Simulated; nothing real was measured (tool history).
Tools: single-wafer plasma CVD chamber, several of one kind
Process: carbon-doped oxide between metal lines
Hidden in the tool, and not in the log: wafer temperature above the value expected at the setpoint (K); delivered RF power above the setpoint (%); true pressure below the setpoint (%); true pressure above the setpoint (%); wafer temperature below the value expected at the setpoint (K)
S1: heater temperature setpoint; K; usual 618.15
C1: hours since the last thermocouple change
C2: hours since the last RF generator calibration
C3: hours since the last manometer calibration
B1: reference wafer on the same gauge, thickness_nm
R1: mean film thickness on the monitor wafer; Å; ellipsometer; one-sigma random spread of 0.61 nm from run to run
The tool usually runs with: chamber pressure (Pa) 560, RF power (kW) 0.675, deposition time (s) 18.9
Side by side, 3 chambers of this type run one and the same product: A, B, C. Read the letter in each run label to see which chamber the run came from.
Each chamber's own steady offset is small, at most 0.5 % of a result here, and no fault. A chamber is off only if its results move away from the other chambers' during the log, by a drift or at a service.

run 1C hour=3.5 | S1=618.15 chamber_pressure_(Pa)=560 RF_power_(kW)=0.675 deposition_time_(s)=18.9 | C1=785.1 C2=1182.2 C3=709.0 | B1=108.00 | R1=1157.7
run 2A hour=9.7 | S1=618.15 chamber_pressure_(Pa)=560 RF_power_(kW)=0.675 deposition_time_(s)=18.9 | C1=1132.3 C2=497.9 C3=828.8 | B1=108.13 | R1=1164.0
run 3B hour=15.8 | S1=618.15 chamber_pressure_(Pa)=560 RF_power_(kW)=0.675 deposition_time_(s)=18.9 | C1=228.8 C2=915.0 C3=975.2 | B1=108.01 | R1=1159.9
run 4A hour=22.5 | S1=618.15 chamber_pressure_(Pa)=560 RF_power_(kW)=0.675 deposition_time_(s)=18.9 | C1=1145.1 C2=510.7 C3=841.6 | B1=107.90 | R1=1152.0
run 5B hour=29.0 | S1=618.15 chamber_pressure_(Pa)=560 RF_power_(kW)=0.675 deposition_time_(s)=18.9 | C1=242.0 C2=928.2 C3=988.4 | B1=108.03 | R1=1142.1
run 6C hour=34.6 | S1=618.15 chamber_pressure_(Pa)=560 RF_power_(kW)=0.675 deposition_time_(s)=18.9 | C1=816.2 C2=1213.3 C3=740.1 | B1=108.02 | R1=1158.1
run 7C hour=40.1 | S1=618.15 chamber_pressure_(Pa)=465 RF_power_(kW)=0.615 deposition_time_(s)=18.9 | C1=821.7 C2=1218.8 C3=745.6 | B1=108.13 | R1=1072.0
run 8B hour=44.8 | S1=618.15 chamber_pressure_(Pa)=465 RF_power_(kW)=0.615 deposition_time_(s)=18.9 | C1=257.8 C2=944.0 C3=1004.2 | B1=107.96 | R1=1073.3
run 9A hour=51.4 | S1=618.15 chamber_pressure_(Pa)=465 RF_power_(kW)=0.615 deposition_time_(s)=18.9 | C1=1174.0 C2=539.6 C3=870.5 | B1=107.96 | R1=1069.4
run 10A hour=55.1 | S1=618.15 chamber_pressure_(Pa)=479 RF_power_(kW)=0.675 deposition_time_(s)=18.9 | C1=1177.7 C2=543.3 C3=874.2 | B1=107.96 | R1=1135.7
run 11B hour=59.0 | S1=618.15 chamber_pressure_(Pa)=479 RF_power_(kW)=0.675 deposition_time_(s)=18.9 | C1=272.0 C2=958.2 C3=1018.4 | B1=107.97 | R1=1131.6
run 12C hour=62.9 | S1=618.15 chamber_pressure_(Pa)=479 RF_power_(kW)=0.675 deposition_time_(s)=18.9 | C1=844.5 C2=1241.6 C3=768.4 | B1=107.93 | R1=1138.8
run 13B hour=66.1 | S1=618.15 chamber_pressure_(Pa)=560 RF_power_(kW)=0.675 deposition_time_(s)=18.9 | C1=279.1 C2=965.3 C3=1025.5 | B1=108.01 | R1=1166.9
run 14C hour=71.6 | S1=618.15 chamber_pressure_(Pa)=560 RF_power_(kW)=0.675 deposition_time_(s)=18.9 | C1=853.2 C2=1250.3 C3=777.1 | B1=108.02 | R1=1146.4
run 15A hour=75.0 | S1=618.15 chamber_pressure_(Pa)=560 RF_power_(kW)=0.675 deposition_time_(s)=18.9 | C1=1197.6 C2=563.2 C3=894.1 | B1=107.96 | R1=1150.9
run 16C hour=81.8 | S1=618.15 chamber_pressure_(Pa)=560 RF_power_(kW)=0.675 deposition_time_(s)=18.9 | C1=863.4 C2=1260.5 C3=787.3 | B1=107.79 | R1=1160.4
run 17A hour=87.8 | S1=618.15 chamber_pressure_(Pa)=560 RF_power_(kW)=0.675 deposition_time_(s)=18.9 | C1=1210.4 C2=576.0 C3=906.9 | B1=108.01 | R1=1160.9
run 18B hour=93.9 | S1=618.15 chamber_pressure_(Pa)=560 RF_power_(kW)=0.675 deposition_time_(s)=16.4 | C1=306.9 C2=993.1 C3=1053.3 | B1=107.87 | R1=1002.4
run 19C hour=99.2 | S1=618.15 chamber_pressure_(Pa)=560 RF_power_(kW)=0.675 deposition_time_(s)=16.4 | C1=880.8 C2=1277.9 C3=804.7 | B1=107.98 | R1=1007.9
run 20B hour=106.0 | S1=618.15 chamber_pressure_(Pa)=560 RF_power_(kW)=0.675 deposition_time_(s)=16.4 | C1=319.0 C2=1005.2 C3=1065.4 | B1=107.99 | R1=1015.1
run 21A hour=109.3 | S1=618.15 chamber_pressure_(Pa)=560 RF_power_(kW)=0.675 deposition_time_(s)=18.9 | C1=1231.9 C2=597.5 C3=928.4 | B1=108.04 | R1=1153.9
run 22B hour=114.0 | S1=618.15 chamber_pressure_(Pa)=560 RF_power_(kW)=0.675 deposition_time_(s)=18.9 | C1=327.0 C2=1013.2 C3=1073.4 | B1=108.05 | R1=1157.8
run 23A hour=117.8 | S1=618.15 chamber_pressure_(Pa)=560 RF_power_(kW)=0.675 deposition_time_(s)=18.9 | C1=1240.4 C2=606.0 C3=936.9 | B1=108.11 | R1=1158.6
run 24C hour=120.8 | S1=618.15 chamber_pressure_(Pa)=560 RF_power_(kW)=0.675 deposition_time_(s)=18.9 | C1=902.4 C2=1299.5 C3=826.3 | B1=107.95 | R1=1151.6
run 25C hour=126.6 | S1=618.15 chamber_pressure_(Pa)=560 RF_power_(kW)=0.675 deposition_time_(s)=18.9 | C1=908.2 C2=1305.3 C3=832.1 | B1=108.02 | R1=1160.2
run 26A hour=132.7 | S1=618.15 chamber_pressure_(Pa)=696 RF_power_(kW)=0.635 deposition_time_(s)=18.9 | C1=1255.3 C2=620.9 C3=951.8 | B1=108.00 | R1=1143.3
run 27B hour=136.7 | S1=618.15 chamber_pressure_(Pa)=696 RF_power_(kW)=0.635 deposition_time_(s)=18.9 | C1=349.7 C2=1035.9 C3=1096.1 | B1=108.06 | R1=1152.2
run 28B hour=142.6 | S1=618.15 chamber_pressure_(Pa)=696 RF_power_(kW)=0.635 deposition_time_(s)=18.9 | C1=355.6 C2=1041.8 C3=1102.0 | B1=108.14 | R1=1142.3
run 29A hour=149.2 | S1=618.15 chamber_pressure_(Pa)=560 RF_power_(kW)=0.675 deposition_time_(s)=18.9 | C1=1271.8 C2=637.4 C3=968.3 | B1=107.98 | R1=1155.7
run 30C hour=152.1 | S1=618.15 chamber_pressure_(Pa)=560 RF_power_(kW)=0.675 deposition_time_(s)=18.9 | C1=933.7 C2=1330.8 C3=857.6 | B1=107.93 | R1=1154.8
run 31C hour=155.9 | S1=618.15 chamber_pressure_(Pa)=560 RF_power_(kW)=0.675 deposition_time_(s)=18.9 | C1=937.5 C2=1334.6 C3=861.4 | B1=107.84 | R1=1155.5
run 32B hour=159.4 | S1=618.15 chamber_pressure_(Pa)=560 RF_power_(kW)=0.675 deposition_time_(s)=18.9 | C1=372.4 C2=1058.6 C3=1118.8 | B1=107.87 | R1=1146.2
run 33A hour=163.1 | S1=618.15 chamber_pressure_(Pa)=560 RF_power_(kW)=0.675 deposition_time_(s)=18.9 | C1=1285.7 C2=651.3 C3=982.2 | B1=108.05 | R1=1171.3
run 34A hour=167.6 | S1=618.15 chamber_pressure_(Pa)=560 RF_power_(kW)=0.675 deposition_time_(s)=18.9 | C1=1290.2 C2=655.8 C3=986.7 | B1=108.04 | R1=1156.4

All 3 chambers run these settings next. Forecast each chamber's results:
run 35A hour=172.5 | S1=618.15 chamber_pressure_(Pa)=472 RF_power_(kW)=0.675 deposition_time_(s)=18.9 | R1=?
run 35B hour=172.5 | S1=618.15 chamber_pressure_(Pa)=472 RF_power_(kW)=0.675 deposition_time_(s)=18.9 | R1=?
run 35C hour=172.5 | S1=618.15 chamber_pressure_(Pa)=472 RF_power_(kW)=0.675 deposition_time_(s)=18.9 | R1=?

run=35A R1=1136.6
run=35B R1=1128.9
run=35C R1=1133.6
